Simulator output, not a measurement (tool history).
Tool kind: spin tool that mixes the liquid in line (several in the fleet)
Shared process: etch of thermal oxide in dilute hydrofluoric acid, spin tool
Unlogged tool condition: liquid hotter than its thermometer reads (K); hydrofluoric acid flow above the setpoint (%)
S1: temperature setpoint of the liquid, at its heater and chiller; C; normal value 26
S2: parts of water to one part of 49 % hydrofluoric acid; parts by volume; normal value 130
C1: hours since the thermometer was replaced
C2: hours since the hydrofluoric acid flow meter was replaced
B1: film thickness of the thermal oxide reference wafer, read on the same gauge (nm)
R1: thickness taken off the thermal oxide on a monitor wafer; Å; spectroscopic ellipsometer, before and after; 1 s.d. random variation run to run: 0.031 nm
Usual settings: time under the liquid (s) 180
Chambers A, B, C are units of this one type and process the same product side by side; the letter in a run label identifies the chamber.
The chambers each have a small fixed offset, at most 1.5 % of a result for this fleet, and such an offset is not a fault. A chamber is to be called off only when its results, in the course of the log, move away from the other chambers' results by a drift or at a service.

Run 1A, hour 4.2: usual settings; C1 798; C2 714.6; B1 80.021. Result: R1 65.981 Å.
Run 2B, hour 9: usual settings; C1 34.7; C2 1985.4; B1 80.008. Result: R1 65.819 Å.
Run 3C, hour 13.8: usual settings; C1 765.2; C2 1233.2; B1 79.975. Result: R1 66.305 Å.
Run 4B, hour 17.9: usual settings; C1 43.6; C2 1994.3; B1 79.986. Result: R1 65.932 Å.
Run 5C, hour 25.5: usual settings but S1 28.5 C, time under the liquid (s) 220; C1 776.9; C2 1244.9; B1 80. Result: R1 88.556 Å.
Run 6A, hour 31.8: usual settings but S1 28.5 C, time under the liquid (s) 220; C1 825.6; C2 742.2; B1 80.025. Result: R1 87.868 Å.
Run 7C, hour 37.9: usual settings but S1 28.5 C, time under the liquid (s) 220; C1 789.3; C2 1257.3; B1 79.97. Result: R1 89.327 Å.
Run 8A, hour 46.4: usual settings but S1 23 C; C1 840.2; C2 756.8; B1 80.046. Result: R1 58.69 Å.
Run 9B, hour 53.4: usual settings but S1 23 C; C1 79.1; C2 2029.8; B1 79.941. Result: R1 59.099 Å.
Run 10A, hour 61.6: usual settings but S1 23 C; C1 855.4; C2 772; B1 79.957. Result: R1 58.4 Å.
Run 11C, hour 68.4: usual settings but time under the liquid (s) 235; C1 819.8; C2 1287.8; B1 80.039. Result: R1 88.16 Å.
Run 12B, hour 76: usual settings but time under the liquid (s) 235; C1 101.7; C2 2052.4; B1 80.004. Result: R1 86.177 Å.
Run 13A, hour 84.5: usual settings but time under the liquid (s) 235; C1 878.3; C2 794.9; B1 80.011. Result: R1 85.977 Å.
Run 14B, hour 93.8: usual settings; C1 119.5; C2 2070.2; B1 79.962. Result: R1 66.25 Å.
Run 15C, hour 98.8: usual settings; C1 850.2; C2 1318.2; B1 80.025. Result: R1 67.771 Å.
Run 16B, hour 106.1: usual settings; C1 131.8; C2 2082.5; B1 80.034. Result: R1 65.959 Å.
Run 17C, hour 114.3: usual settings; C1 865.7; C2 1333.7; B1 79.981. Result: R1 67.892 Å.
Run 18A, hour 120.3: usual settings; C1 914.1; C2 830.7; B1 80.016. Result: R1 65.394 Å.
Run 19A, hour 128.1: usual settings; C1 921.9; C2 838.5; B1 79.996. Result: R1 65.767 Å.
Run 20C, hour 134.2: usual settings; C1 885.6; C2 1353.6; B1 79.96. Result: R1 68.442 Å.
Run 21B, hour 139.5: usual settings; C1 165.2; C2 2115.9; B1 80.061. Result: R1 65.85 Å.
Run 22C, hour 147.2: usual settings; C1 898.6; C2 1366.6; B1 80.001. Result: R1 68.195 Å.
Run 23A, hour 152.2: usual settings; C1 946; C2 862.6; B1 80.013. Result: R1 65.97 Å.
Run 24B, hour 156.7: usual settings but S1 29.5 C, time under the liquid (s) 105; C1 182.4; C2 2133.1; B1 79.98. Result: R1 44.065 Å.
Run 25C, hour 161.5: usual settings but S1 29.5 C, time under the liquid (s) 105; C1 912.9; C2 1380.9; B1 80.047. Result: R1 45.349 Å.
Run 26A, hour 171: usual settings but S1 29.5 C, time under the liquid (s) 105; C1 964.8; C2 881.4; B1 79.976. Result: R1 43.487 Å.
Run 27B, hour 180.4: usual settings; C1 206.1; C2 2156.8; B1 79.99. Result: R1 65.945 Å.
Run 28B, hour 184.6: usual settings; C1 210.3; C2 2161; B1 80.016. Result: R1 66.028 Å.
Run 29C, hour 190.1: usual settings; C1 941.5; C2 1409.5; B1 79.999. Result: R1 69.153 Å.
Run 30A, hour 195.8: usual settings; C1 989.6; C2 906.2; B1 80.019. Result: R1 65.498 Å.
Run 31A, hour 204.6: usual settings; C1 998.4; C2 915; B1 80.021. Result: R1 65.476 Å.

What goes on in this fleet: one chamber off, a drifting gauge, or nothing beyond the chambers' own small offsets? Name the chamber and the cause, if any.

Chamber C drifts away from the others.
Most likely cause: liquid hotter than its thermometer reads (K) = 0.876.
With only this log, it may be confused with: hydrofluoric acid flow above the setpoint (%).

Below are 4 candidate recipes for chamber C's next run, each the usual settings with a change, their results shown as question marks. Which of them brings C's results back in line with what the other chambers give on the usual settings?
Allowed miss from the other chambers' usual-settings mean, per result, to count as in line: R1 1.1 Å
Run 32C-1, hour 211.4: usual settings but S2 135 parts by volume, time under the liquid (s) 170. Result: R1 ?.
Run 32C-2, hour 211.4: usual settings but time under the liquid (s) 190. Result: R1 ?.
Run 32C-3, hour 211.4: usual settings but S2 135 parts by volume. Result: R1 ?.
Run 32C-4, hour 211.4: usual settings but S2 125 parts by volume, time under the liquid (s) 190. Result: R1 ?.

The mean the other chambers reach with the usual settings: R1 65.831 Å
  run      R1
32C-1  62.464
32C-2  72.915
32C-3  66.138
32C-4  76.276
32C-3 is the one that brings the chamber's results back in line with the other chambers.
